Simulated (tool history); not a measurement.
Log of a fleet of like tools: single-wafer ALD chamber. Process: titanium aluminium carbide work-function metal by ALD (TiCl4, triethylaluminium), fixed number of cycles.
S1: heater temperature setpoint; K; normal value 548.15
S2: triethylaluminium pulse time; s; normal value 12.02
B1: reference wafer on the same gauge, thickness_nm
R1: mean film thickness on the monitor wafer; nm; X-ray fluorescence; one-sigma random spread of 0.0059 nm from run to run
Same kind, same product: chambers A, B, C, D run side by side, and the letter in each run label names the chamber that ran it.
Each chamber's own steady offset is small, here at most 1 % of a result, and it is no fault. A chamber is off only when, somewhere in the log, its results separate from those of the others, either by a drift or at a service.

| run | day | S1 | S2 | B1 | R1 |
|---|---|---|---|---|---|
| 1A | 0.358 | 548.15 | 12.02 | 1.5902 | 1.8178 |
| 2B | 0.775 | 548.15 | 12.02 | 1.5903 | 1.8240 |
| 3D | 1.096 | 548.15 | 12.02 | 1.5888 | 1.8125 |
| 4C | 1.325 | 548.15 | 12.02 | 1.5895 | 1.8113 |
| 5B | 1.550 | 548.15 | 12.02 | 1.5902 | 1.8229 |
| 6C | 1.979 | 548.15 | 12.02 | 1.5892 | 1.8123 |
| 7D | 2.283 | 548.15 | 12.02 | 1.5903 | 1.8110 |
| 8A | 2.712 | 548.15 | 7.98 | 1.5904 | 1.7280 |
| 9C | 3.112 | 548.15 | 7.98 | 1.5892 | 1.7261 |
| 10D | 3.404 | 548.15 | 7.98 | 1.5894 | 1.7151 |
| 11B | 3.838 | 548.15 | 7.98 | 1.5890 | 1.7457 |
|  | 3.846 | chamber A: triethylaluminium bottle replaced |
| 12A | 4.179 | 548.15 | 12.02 | 1.5895 | 1.8040 |
|  | 4.288 | chamber C: thermocouple changed; heater temperature recalibrated |
| 13A | 4.617 | 548.15 | 12.02 | 1.5900 | 1.8108 |
| 14B | 4.967 | 561.15 | 16.48 | 1.5898 | 1.9724 |
| 15C | 5.229 | 561.15 | 16.48 | 1.5904 | 1.9305 |
| 16D | 5.462 | 561.15 | 16.48 | 1.5904 | 1.9610 |
| 17D | 5.888 | 561.15 | 16.48 | 1.5897 | 1.9559 |
| 18A | 6.312 | 548.15 | 12.02 | 1.5897 | 1.8135 |
| 19C | 6.721 | 548.15 | 13.97 | 1.5898 | 1.8235 |
| 20B | 7.038 | 548.15 | 13.97 | 1.5891 | 1.8497 |
| 21A | 7.267 | 548.15 | 13.97 | 1.5907 | 1.8220 |
| 22C | 7.538 | 548.15 | 13.97 | 1.5890 | 1.8265 |
| 23B | 7.796 | 548.15 | 12.02 | 1.5897 | 1.8322 |
| 24D | 8.208 | 548.15 | 12.02 | 1.5901 | 1.8218 |
| 25B | 8.550 | 559.15 | 15.28 | 1.5888 | 1.9360 |
| 26C | 8.829 | 559.15 | 15.28 | 1.5898 | 1.9263 |
| 27D | 9.129 | 559.15 | 15.28 | 1.5912 | 1.9275 |
| 28A | 9.438 | 559.15 | 15.28 | 1.5903 | 1.9320 |
| 29A | 9.638 | 548.15 | 12.02 | 1.5899 | 1.8175 |
| 30B | 10.038 | 548.15 | 12.02 | 1.5913 | 1.8210 |
| 31D | 10.292 | 548.15 | 12.02 | 1.5899 | 1.8080 |
| 32C | 10.504 | 548.15 | 12.02 | 1.5898 | 1.8056 |

Decide between three cases: one chamber stands off from its peers, the gauge reading all wafers drifts, or nothing is wrong past each chamber's small offset. Where a chamber is off, say which and what most likely put it there.

Neither any chamber nor the gauge drifts; the chambers differ only by their own small, steady offsets.

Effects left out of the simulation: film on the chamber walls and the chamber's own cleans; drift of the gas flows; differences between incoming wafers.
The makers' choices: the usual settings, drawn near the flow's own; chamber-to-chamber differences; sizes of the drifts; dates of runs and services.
